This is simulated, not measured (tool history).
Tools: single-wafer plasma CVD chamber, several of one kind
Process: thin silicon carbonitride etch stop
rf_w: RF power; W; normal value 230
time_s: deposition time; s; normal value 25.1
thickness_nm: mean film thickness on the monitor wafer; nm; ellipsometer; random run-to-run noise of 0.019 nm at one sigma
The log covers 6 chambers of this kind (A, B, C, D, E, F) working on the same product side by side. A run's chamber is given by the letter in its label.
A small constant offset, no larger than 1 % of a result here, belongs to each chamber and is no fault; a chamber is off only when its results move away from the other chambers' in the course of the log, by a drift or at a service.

run	hour	rf_w	time_s	hours since the last thermocouple change	hours since the last RF generator calibration	read-back reference wafer on the same gauge, thickness_nm	thickness_nm
1F	9.9	230	25.1	758.1	1428.6	16.699	14.956
2C	18.4	230	25.1	685.3	899.9	16.697	14.784
3D	29.4	230	25.1	1372	67.4	16.697	14.888
4A	36.7	230	25.1	1035.3	1305.3	16.695	14.737
# hour 46.2: chamber A: thermocouple changed; heater temperature recalibrated
5E	48.1	250	25.1	1101.8	324.2	16.691	15.314
6B	56.4	250	25.1	1671.5	1845.1	16.687	15.246
7A	71.5	250	25.1	25.3	1340.1	16.685	15.175
8C	87.2	250	25.1	754.1	968.7	16.688	15.162
9E	97.4	250	25.1	1151.1	373.5	16.685	15.28
10D	108.6	250	25.1	1451.2	146.6	16.687	15.253
11F	121.2	230	25.1	869.4	1539.9	16.674	14.927
12B	133	230	25.1	1748.1	1921.7	16.676	14.849
13A	146.9	230	25.1	100.7	1415.5	16.673	14.732
14B	159.2	230	25.1	1774.3	1947.9	16.672	14.866
15C	173.3	230	25.1	840.2	1054.8	16.669	14.785
16F	183.9	260	28.9	932.1	1602.6	16.668	17.873
17E	199.8	260	28.9	1253.5	475.9	16.662	17.793
18D	209.3	260	28.9	1551.9	247.3	16.667	17.729
19E	224.8	260	28.9	1278.5	500.9	16.658	17.786
20F	236.6	260	28.9	984.8	1655.3	16.655	17.845
21C	246.3	260	28.9	913.2	1127.8	16.649	17.642
22B	253.7	230	25.1	1868.8	2042.4	16.654	14.815
23A	269.6	230	25.1	223.4	1538.2	16.651	14.735
24D	282.4	230	25.1	1625	320.4	16.646	14.832
25E	297.1	185	23.2	1350.8	573.2	16.645	12.911
26C	304.1	185	23.2	971	1185.6	16.655	12.748
# hour 320: chamber A: RF generator calibrated
27F	320.3	185	23.2	1068.5	1739	16.641	12.901
28D	327.3	185	23.2	1669.9	365.3	16.639	12.842
29A	342.3	185	23.2	296.1	22.4	16.644	12.756
30B	350	185	23.2	1965.1	2138.7	16.634	12.812
31E	357	230	25.1	1410.7	633.1	16.639	14.89
32A	365.7	230	25.1	319.5	45.8	16.638	14.729
33D	379.7	185	21.2	1722.3	417.7	16.634	11.722
34F	394	185	21.2	1142.2	1812.7	16.634	11.813
35B	405.8	185	21.2	2020.9	2194.5	16.628	11.695
36C	420.2	185	21.2	1087.1	1301.7	16.629	11.627
37A	427.9	185	21.2	381.7	108	16.622	11.641
38E	441	185	21.2	1494.7	717.1	16.621	11.778
39F	454.3	230	25.1	1202.5	1873	16.62	14.885
40B	463.2	230	21	2078.3	2251.9	16.614	12.37
41D	470.9	230	21	1813.5	508.9	16.615	12.37

One chamber off, gauge drift, or nothing amiss beyond the chambers' own small offsets? If it is a chamber, which one, and what is the likeliest cause?

No chamber is off; the gauge reading every chamber's wafers drifts, which makes the whole fleet appear to move together.
What lies behind it: gauge reads low (%) = 0.514.

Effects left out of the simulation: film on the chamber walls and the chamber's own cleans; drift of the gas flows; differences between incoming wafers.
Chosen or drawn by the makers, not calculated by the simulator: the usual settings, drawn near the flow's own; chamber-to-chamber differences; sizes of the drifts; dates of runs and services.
